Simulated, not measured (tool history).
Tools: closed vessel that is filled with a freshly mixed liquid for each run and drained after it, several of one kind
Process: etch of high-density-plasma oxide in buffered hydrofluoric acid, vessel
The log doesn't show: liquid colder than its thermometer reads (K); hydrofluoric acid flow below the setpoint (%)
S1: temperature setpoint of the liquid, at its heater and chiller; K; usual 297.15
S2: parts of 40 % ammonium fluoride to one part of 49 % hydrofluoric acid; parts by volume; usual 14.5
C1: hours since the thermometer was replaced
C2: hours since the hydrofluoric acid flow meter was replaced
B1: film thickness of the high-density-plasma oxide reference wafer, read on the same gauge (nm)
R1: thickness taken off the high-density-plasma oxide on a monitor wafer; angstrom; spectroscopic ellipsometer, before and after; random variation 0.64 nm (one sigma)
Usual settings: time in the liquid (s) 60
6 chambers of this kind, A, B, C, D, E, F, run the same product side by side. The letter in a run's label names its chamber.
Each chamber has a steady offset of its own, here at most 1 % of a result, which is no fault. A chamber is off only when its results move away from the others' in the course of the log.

run 1A day=0.342 | S1=297.15 S2=14.5 time_in_the_liquid_(s)=60 | C1=2071.4 C2=782.6 | B1=119.99 | R1=728.66
-- day=0.554 chamber C: thermometer replaced
run 2B day=0.775 | S1=297.15 S2=14.5 time_in_the_liquid_(s)=60 | C1=689.9 C2=1565.9 | B1=120.00 | R1=727.74
run 3F day=1.117 | S1=297.15 S2=14.5 time_in_the_liquid_(s)=60 | C1=1613.9 C2=393.0 | B1=120.02 | R1=718.07
run 4C day=1.567 | S1=297.15 S2=14.5 time_in_the_liquid_(s)=60 | C1=24.3 C2=1185.7 | B1=120.01 | R1=712.92
run 5D day=1.829 | S1=297.15 S2=14.5 time_in_the_liquid_(s)=60 | C1=1593.6 C2=496.0 | B1=120.04 | R1=710.23
run 6E day=2.188 | S1=297.15 S2=14.5 time_in_the_liquid_(s)=60 | C1=2565.0 C2=1033.8 | B1=119.98 | R1=725.66
run 7F day=2.638 | S1=297.15 S2=14.5 time_in_the_liquid_(s)=60 | C1=1650.4 C2=429.5 | B1=120.00 | R1=701.60
run 8C day=2.925 | S1=297.15 S2=12.5 time_in_the_liquid_(s)=60 | C1=56.9 C2=1218.3 | B1=120.02 | R1=839.79
run 9D day=3.158 | S1=297.15 S2=12.5 time_in_the_liquid_(s)=60 | C1=1625.5 C2=527.9 | B1=120.02 | R1=825.90
run 10A day=3.612 | S1=297.15 S2=12.5 time_in_the_liquid_(s)=60 | C1=2149.9 C2=861.1 | B1=120.00 | R1=838.81
-- day=3.625 chamber F: thermometer replaced
run 11B day=3.921 | S1=297.15 S2=12.5 time_in_the_liquid_(s)=60 | C1=765.4 C2=1641.4 | B1=120.00 | R1=823.03
run 12E day=4.204 | S1=297.15 S2=12.5 time_in_the_liquid_(s)=60 | C1=2613.4 C2=1082.2 | B1=119.98 | R1=830.24
-- day=4.258 chamber B: hydrofluoric acid flow meter replaced
run 13B day=4.538 | S1=297.15 S2=12.5 time_in_the_liquid_(s)=60 | C1=780.2 C2=6.8 | B1=119.98 | R1=836.51
run 14D day=4.804 | S1=297.15 S2=17.0 time_in_the_liquid_(s)=60 | C1=1665.0 C2=567.4 | B1=119.96 | R1=619.25
run 15A day=5.071 | S1=297.15 S2=17.0 time_in_the_liquid_(s)=60 | C1=2184.9 C2=896.1 | B1=120.02 | R1=620.48
run 16C day=5.504 | S1=297.15 S2=17.0 time_in_the_liquid_(s)=60 | C1=118.8 C2=1280.2 | B1=119.97 | R1=608.02
run 17F day=5.992 | S1=297.15 S2=17.0 time_in_the_liquid_(s)=60 | C1=56.9 C2=510.0 | B1=120.00 | R1=610.21
run 18E day=6.275 | S1=297.15 S2=17.0 time_in_the_liquid_(s)=60 | C1=2663.1 C2=1131.9 | B1=120.01 | R1=614.15
run 19E day=6.758 | S1=297.15 S2=17.0 time_in_the_liquid_(s)=60 | C1=2674.7 C2=1143.5 | B1=120.03 | R1=618.69
-- day=6.838 chamber A: thermometer replaced
-- day=6.904 chamber B: thermometer replaced
run 20A day=7.067 | S1=297.15 S2=14.5 time_in_the_liquid_(s)=60 | C1=5.5 C2=944.0 | B1=120.00 | R1=722.26
run 21B day=7.550 | S1=297.15 S2=14.5 time_in_the_liquid_(s)=60 | C1=15.5 C2=79.1 | B1=119.98 | R1=722.40
run 22F day=8.025 | S1=297.15 S2=14.5 time_in_the_liquid_(s)=60 | C1=105.7 C2=558.8 | B1=120.00 | R1=715.73
run 23D day=8.383 | S1=297.15 S2=14.5 time_in_the_liquid_(s)=75 | C1=1750.9 C2=653.3 | B1=120.00 | R1=877.81
run 24C day=8.850 | S1=297.15 S2=14.5 time_in_the_liquid_(s)=75 | C1=199.1 C2=1360.5 | B1=120.03 | R1=892.23
run 25C day=9.254 | S1=297.15 S2=14.5 time_in_the_liquid_(s)=75 | C1=208.8 C2=1370.2 | B1=119.97 | R1=898.43
run 26A day=9.688 | S1=297.15 S2=14.5 time_in_the_liquid_(s)=75 | C1=68.4 C2=1006.9 | B1=119.98 | R1=892.87
run 27B day=10.042 | S1=297.15 S2=14.5 time_in_the_liquid_(s)=75 | C1=75.3 C2=138.9 | B1=120.00 | R1=897.64
run 28F day=10.438 | S1=297.15 S2=14.5 time_in_the_liquid_(s)=75 | C1=163.6 C2=616.7 | B1=119.99 | R1=886.94
run 29D day=10.750 | S1=293.65 S2=14.5 time_in_the_liquid_(s)=35 | C1=1807.7 C2=710.1 | B1=120.01 | R1=341.75
run 30E day=11.079 | S1=293.65 S2=14.5 time_in_the_liquid_(s)=35 | C1=2778.4 C2=1247.2 | B1=120.04 | R1=328.30
run 31B day=11.308 | S1=293.65 S2=14.5 time_in_the_liquid_(s)=35 | C1=105.7 C2=169.3 | B1=119.98 | R1=350.52
run 32F day=11.579 | S1=293.65 S2=14.5 time_in_the_liquid_(s)=35 | C1=191.0 C2=644.1 | B1=120.02 | R1=341.98
run 33D day=11.821 | S1=293.65 S2=14.5 time_in_the_liquid_(s)=35 | C1=1833.4 C2=735.8 | B1=120.02 | R1=350.96
run 34A day=12.221 | S1=293.65 S2=14.5 time_in_the_liquid_(s)=35 | C1=129.2 C2=1067.7 | B1=120.01 | R1=339.41
run 35C day=12.721 | S1=297.15 S2=14.5 time_in_the_liquid_(s)=60 | C1=292.0 C2=1453.4 | B1=120.02 | R1=713.97
run 36E day=13.142 | S1=297.15 S2=14.5 time_in_the_liquid_(s)=60 | C1=2827.9 C2=1296.7 | B1=120.00 | R1=670.55
run 37E day=13.404 | S1=297.15 S2=14.5 time_in_the_liquid_(s)=60 | C1=2834.2 C2=1303.0 | B1=120.01 | R1=658.30
run 38C day=13.900 | S1=297.15 S2=14.5 time_in_the_liquid_(s)=60 | C1=320.3 C2=1481.7 | B1=120.02 | R1=718.82
-- day=13.988 chamber D: thermometer replaced
run 39A day=14.325 | S1=297.15 S2=14.5 time_in_the_liquid_(s)=60 | C1=179.7 C2=1118.2 | B1=120.04 | R1=725.68
run 40D day=14.658 | S1=297.15 S2=14.5 time_in_the_liquid_(s)=60 | C1=16.2 C2=803.9 | B1=119.99 | R1=713.54
run 41B day=15.050 | S1=297.15 S2=14.5 time_in_the_liquid_(s)=60 | C1=195.5 C2=259.1 | B1=119.95 | R1=720.70
run 42F day=15.346 | S1=297.15 S2=14.5 time_in_the_liquid_(s)=60 | C1=281.4 C2=734.5 | B1=119.99 | R1=714.26
run 43B day=15.729 | S1=297.15 S2=14.5 time_in_the_liquid_(s)=60 | C1=211.8 C2=275.4 | B1=119.99 | R1=724.20

Next, every chamber runs the same settings. What will each give?
run 44A day=16.088 | S1=297.15 S2=14.5 time_in_the_liquid_(s)=60 | R1=?
run 44B day=16.088 | S1=297.15 S2=14.5 time_in_the_liquid_(s)=60 | R1=?
run 44C day=16.088 | S1=297.15 S2=14.5 time_in_the_liquid_(s)=60 | R1=?
run 44D day=16.088 | S1=297.15 S2=14.5 time_in_the_liquid_(s)=60 | R1=?
run 44E day=16.088 | S1=297.15 S2=14.5 time_in_the_liquid_(s)=60 | R1=?
run 44F day=16.088 | S1=297.15 S2=14.5 time_in_the_liquid_(s)=60 | R1=?

run=44A R1=709.68
run=44B R1=716.80
run=44C R1=710.70
run=44D R1=712.63
run=44E R1=640.01
run=44F R1=706.79
